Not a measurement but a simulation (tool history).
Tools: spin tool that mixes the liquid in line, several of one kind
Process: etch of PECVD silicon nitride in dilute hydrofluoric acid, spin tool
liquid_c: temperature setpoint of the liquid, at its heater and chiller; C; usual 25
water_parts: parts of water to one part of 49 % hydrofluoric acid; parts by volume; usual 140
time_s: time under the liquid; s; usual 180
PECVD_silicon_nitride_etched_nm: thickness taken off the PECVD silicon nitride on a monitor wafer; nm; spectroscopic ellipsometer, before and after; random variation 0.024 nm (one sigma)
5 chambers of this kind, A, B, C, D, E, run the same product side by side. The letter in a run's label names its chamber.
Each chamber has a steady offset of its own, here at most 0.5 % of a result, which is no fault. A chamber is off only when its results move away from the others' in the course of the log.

run,hour,liquid_c,water_parts,time_s,hours since the thermometer was replaced,hours since the hydrofluoric acid flow meter was replaced,"read-back film thickness of the PECVD silicon nitride reference wafer, read on the same gauge (nm)",PECVD_silicon_nitride_etched_nm
1E,7.2,25,140,180,516.7,246.6,39.987,2.3318
2C,13.7,25,140,180,1420,741.2,40.012,2.3548
3A,19.5,25,140,180,942.4,1117.8,39.972,2.3677
4B,25,25,140,180,366.1,498.7,40.008,2.3453
5D,33.1,25,140,180,1195,1085.3,40.044,2.3301
6C,41.2,25,140,180,1447.5,768.7,40.036,2.333
7E,47.8,25,105,180,557.3,287.2,40.024,3.1205
8A,54.6,25,105,180,977.5,1152.9,40.008,3.1641
9D,59.9,25,105,180,1221.8,1112.1,39.993,3.1753
10B,64.4,25,105,180,405.5,538.1,39.952,3.1103
11C,70,25,105,180,1476.3,797.5,40.029,3.1522
12D,74.2,25,140,180,1236.1,1126.4,40.003,2.3726
13B,78.7,25,140,180,419.8,552.4,39.99,2.3456
14A,82.7,25,140,180,1005.6,1181,39.979,2.4179
15E,86.5,25,140,180,596,325.9,40.005,2.3691
16D,91.8,25,140,180,1253.7,1144,39.987,2.355
17C,99.7,25,140,180,1506,827.2,40.005,2.3775
18E,105.2,25,140,180,614.7,344.6,40.006,2.3832
19B,113.1,25,140,180,454.2,586.8,39.995,2.3584
20A,116.8,25,140,180,1039.7,1215.1,39.977,2.4838
21B,121,25,140,180,462.1,594.7,39.99,2.3467
22D,128,25,140,180,1289.9,1180.2,40.023,2.3477
23E,135.2,25,140,180,644.7,374.6,40.008,2.3081
24C,142.6,25,140,180,1548.9,870.1,39.986,2.328
25A,147.7,25,140,180,1070.6,1246,40.005,2.4829
26E,155.6,25,140,180,665.1,395,40.027,2.3692
27A,160.6,25,140,180,1083.5,1258.9,40.008,2.5735
28C,167.1,25,140,180,1573.4,894.6,40.026,2.3675
29D,175.1,25,140,180,1337,1227.3,39.966,2.3788
30B,178.7,25,140,180,519.8,652.4,40.02,2.3451
31B,187,25,140,180,528.1,660.7,40.032,2.3635
32D,195.4,25,140,180,1357.3,1247.6,39.969,2.382
33E,200.1,25,140,180,709.6,439.5,40.013,2.3575
34A,207.4,25,140,180,1130.3,1305.7,39.971,2.6286
35C,214.9,25,140,180,1621.2,942.4,39.997,2.3547
# hour 216.2: chamber D: thermometer replaced
# hour 217.9: chamber E: thermometer replaced
36D,221.8,25,140,180,5.6,1274,39.998,2.3276
37A,229,26.5,140,260,1151.9,1327.3,39.982,4.2028
38C,235.8,26.5,140,260,1642.1,963.3,39.992,3.7528
39E,239.8,26.5,140,260,21.9,479.2,40.029,3.7541
40B,245.4,26.5,140,260,586.5,719.1,39.994,3.769

Is one chamber off against the others, does the gauge drift, or is nothing wrong? If a chamber is off, say which, and what the likeliest cause is.

Chamber A drifts away from the others.
Cause: liquid hotter than its thermometer reads (K) = 2.23.

Here are 4 candidates for chamber A's next run, each the usual settings with a change, their results left as question marks. Which one brings its results back in line with what the others give on the usual settings?
In line means no further than this from the other chambers' mean on the usual settings: PECVD_silicon_nitride_etched_nm 0.085 nm
41A-1,251.4,25,140,195,,,,?
41A-2,251.4,25,140,205,,,,?
41A-3,251.4,25,140,165,,,,?
41A-4,251.4,25,160,180,,,,?

The other chambers' mean on the usual settings: PECVD_silicon_nitride_etched_nm 2.356 nm
run,PECVD_silicon_nitride_etched_nm
41A-1,2.9328
41A-2,3.0832
41A-3,2.4816
41A-4,2.3702
41A-4 brings the chamber back in line.
